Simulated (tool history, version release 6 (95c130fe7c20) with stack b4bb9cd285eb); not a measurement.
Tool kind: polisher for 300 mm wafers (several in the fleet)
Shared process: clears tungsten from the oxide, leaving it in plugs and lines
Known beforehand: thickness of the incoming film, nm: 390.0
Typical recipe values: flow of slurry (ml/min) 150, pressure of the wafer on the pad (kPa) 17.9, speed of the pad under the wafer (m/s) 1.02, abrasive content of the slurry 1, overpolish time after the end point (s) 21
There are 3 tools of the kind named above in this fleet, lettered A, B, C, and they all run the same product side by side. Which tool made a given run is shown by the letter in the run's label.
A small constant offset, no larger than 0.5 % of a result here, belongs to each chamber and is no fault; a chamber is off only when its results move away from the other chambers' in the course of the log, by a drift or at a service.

run   hour  flow of slurry (ml/min)  pressure of the wafer on the pad (kPa)  speed of the pad under the wafer (m/s)  abrasive content of the slurry  overpolish time after the end point (s)  time until the end point was called (s)
 1A      7                      150                                    17.9                                    1.02                               1                                       21                                    103.8
 2B   18.9                      150                                    17.9                                    1.02                               1                                       21                                   104.59
      25.8  -- chamber C: worn pad replaced by a new one
 3C   29.3                      150                                    17.9                                    1.02                               1                                       21                                   104.83
      29.8  -- chamber C: slurry tank refilled with fresh slurry and peroxide
      36.1  -- chamber A: worn pad replaced by a new one
 4C   36.2                      150                                    17.9                                    1.02                               1                                       21                                    103.5
 5A   42.4                      150                                    17.9                                    1.02                               1                                       21                                   103.97
      51.2  -- chamber B: head pressure recalibrated
 6B   51.8                      150                                    17.9                                    1.02                               1                                       21                                   103.77
      56.8  -- chamber A: head pressure recalibrated
      59.6  -- chamber A: slurry blender recalibrated
      61.4  -- chamber C: slurry blender recalibrated
 7C   62.4                      150                                    17.9                                    1.02                             0.8                                       21                                   109.87
      66.1  -- chamber B: worn pad replaced by a new one
 8A   71.5                      150                                    17.9                                    1.02                             0.8                                       21                                   109.34
      78.2  -- chamber B: slurry tank refilled with fresh slurry and peroxide
 9B   82.6                      150                                    17.9                                    1.02                             0.8                                       21                                   110.15
10B   89.3                      150                                    17.9                                    1.02                               1                                       21                                   104.18
        90  -- chamber B: slurry nozzle cleaned
11C  100.7                      150                                    17.9                                    1.02                               1                                       21                                   104.36
     104.2  -- chamber C: worn pad replaced by a new one
12A  110.3                      150                                    17.9                                    1.02                               1                                       21                                   103.53
     117.6  -- chamber C: slurry tank refilled with fresh slurry and peroxide
13A  120.3                      150                                    17.9                                    1.02                               1                                       21                                   104.29
14B  131.6                      130                                    17.9                                    1.02                             1.1                                       21                                   103.83
15C  140.8                      130                                    17.9                                    1.02                             1.1                                       21                                   102.67
     145.2  -- chamber A: worn pad replaced by a new one
16B  153.3                      130                                    17.9                                    1.02                             1.1                                       21                                   106.95
       155  -- chamber B: slurry blender recalibrated
17A  164.4                      150                                    17.9                                    1.02                               1                                       21                                   106.28
18C  172.1                      125                                    17.9                                    0.88                               1                                       21                                   124.69
       178  -- chamber C: worn pad replaced by a new one
19C  180.2                      125                                    17.9                                    0.88                               1                                       21                                   126.67
     185.4  -- chamber C: slurry tank refilled with fresh slurry and peroxide
     185.5  -- chamber B: slurry tank refilled with fresh slurry and peroxide
20B    187                      125                                    17.9                                    0.88                               1                                       21                                   125.74
     193.6  -- chamber B: worn pad replaced by a new one
21A  194.3                      150                                    17.9                                    1.02                               1                                       21                                    108.3
22A  204.1                      150                                    17.9                                    1.02                               1                                       21                                   108.71
23B  214.2                      150                                    17.9                                    1.02                               1                                       21                                   105.01
24C  223.6                      150                                    17.9                                    1.02                               1                                       21                                   104.87
     229.2  -- chamber A: worn pad replaced by a new one
25B  232.1                      150                                    17.9                                    1.02                               1                                       21                                   106.05
26A  237.9                      150                                    17.9                                    1.02                               1                                       21                                   109.03
27C  250.9                      150                                    17.9                                    1.02                               1                                       21                                   103.38
     254.1  -- chamber C: slurry tank refilled with fresh slurry and peroxide
     260.8  -- chamber C: worn pad replaced by a new one
28B  263.8                      150                                    17.9                                    1.02                               1                                       21                                   104.52
29A  271.5                      150                                    17.9                                    1.02                               1                                       21                                   110.52
       274  -- chamber B: slurry tank refilled with fresh slurry and peroxide
       280  -- chamber A: slurry blender recalibrated
     282.3  -- chamber C: slurry nozzle cleaned
30C  283.6                      150                                    17.9                                    1.02                               1                                       21                                    105.5
     293.6  -- chamber B: slurry nozzle cleaned
31B  295.2                      150                                    17.9                                    1.02                               1                                       21                                   104.01
32C  303.5                      150                                    17.9                                    1.02                               1                                       21                                   103.62
     308.6  -- chamber B: worn pad replaced by a new one
     311.4  -- chamber C: slurry blender recalibrated
     314.4  -- chamber A: worn pad replaced by a new one
33A  315.6                      150                                    17.9                                    1.02                               1                                       21                                   113.77
34B    323                      150                                    17.9                                    1.02                               1                                       21                                   102.01
     326.8  -- chamber C: slurry tank refilled with fresh slurry and peroxide
35A  334.4                      150                                    17.9                                    1.02                               1                                       21                                   118.05
       338  -- chamber C: worn pad replaced by a new one
36C  340.4                      150                                    17.9                                    1.02                               1                                       21                                   104.03

For the next run the whole fleet of 3 chambers uses the same settings. Give each chamber's results:
37A   350                      150                                    17.9                                    1.02                               1                                       17                                        ?
37B   350                      150                                    17.9                                    1.02                               1                                       17                                        ?
37C   350                      150                                    17.9                                    1.02                               1                                       17                                        ?

run  time until the end point was called (s)
37A                                   118.05
37B                                   104.09
37C                                   104.52

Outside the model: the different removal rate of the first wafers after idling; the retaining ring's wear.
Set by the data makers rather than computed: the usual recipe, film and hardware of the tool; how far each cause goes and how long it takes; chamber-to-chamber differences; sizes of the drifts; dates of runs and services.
